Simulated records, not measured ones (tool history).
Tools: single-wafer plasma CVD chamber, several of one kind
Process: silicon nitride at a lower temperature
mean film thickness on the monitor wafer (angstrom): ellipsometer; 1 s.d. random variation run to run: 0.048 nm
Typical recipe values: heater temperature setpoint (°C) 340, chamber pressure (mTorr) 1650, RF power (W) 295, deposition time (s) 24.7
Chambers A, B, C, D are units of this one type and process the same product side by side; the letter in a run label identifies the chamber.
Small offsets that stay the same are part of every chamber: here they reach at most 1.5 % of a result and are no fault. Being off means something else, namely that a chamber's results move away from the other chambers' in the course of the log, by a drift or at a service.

run,hour,heater temperature setpoint (°C),chamber pressure (mTorr),RF power (W),deposition time (s),"read-back reference wafer on the same gauge, thickness_nm",mean film thickness on the monitor wafer (angstrom)
1D,3.9,340,1650,295,24.7,33.014,294.27
2A,10.1,340,1650,295,24.7,33.01,287.15
3B,16,340,1650,295,24.7,33.026,290.24
4C,23.9,340,1650,295,24.7,33.013,290.59
5A,28.2,340,1650,295,24.7,33.031,287.38
6C,35.9,340,1650,295,24.7,33.044,290.88
7D,43.2,340,1650,295,24.7,33.044,294.06
8B,48,340,1650,295,24.7,33.057,290.61
9D,52.9,340,1650,295,24.7,33.052,294.29
10B,57.6,340,1650,295,24.7,33.077,291.04
11A,64.3,340,1650,295,24.7,33.093,288.91
# hour 66.2: chamber D: capacitance manometer re-zeroed and calibrated
12C,69,340,1650,295,24.7,33.085,291.99
13D,74.8,340,1650,295,24.7,33.105,294.83
14C,80.2,340,1650,295,24.7,33.102,291.44
15A,84.7,340,1650,295,24.7,33.111,288.53
16B,89.1,340,1650,295,24.7,33.105,291.24
17D,94.8,340,1650,295,24.7,33.118,295.06
18B,102.5,340,1650,295,24.7,33.133,291.14
19A,110.1,340,1650,295,24.7,33.139,287.82
20C,116.7,340,1650,295,24.7,33.161,292.31
21C,121.4,340,1650,295,24.7,33.153,292.59
22D,129.7,340,1650,295,22.9,33.167,274.53
23A,136.4,340,1650,295,22.9,33.19,268.8
24B,140.3,340,1650,295,22.9,33.184,270.34
25A,146.4,340,1650,295,22.9,33.198,268.48
26C,151,340,1650,295,24.7,33.196,291.74
27B,157.4,340,1650,295,24.7,33.194,293.28
28D,164.7,340,1650,295,28.4,33.215,340.09
29C,170.3,340,1650,295,28.4,33.21,335.97

What goes on in this fleet: one chamber off, a drifting gauge, or nothing beyond the chambers' own small offsets? Name the chamber and the cause, if any.

No chamber is off; the gauge reading every chamber's wafers drifts, which makes the whole fleet appear to move together.
Likeliest cause: gauge reads high (%) = 0.679.
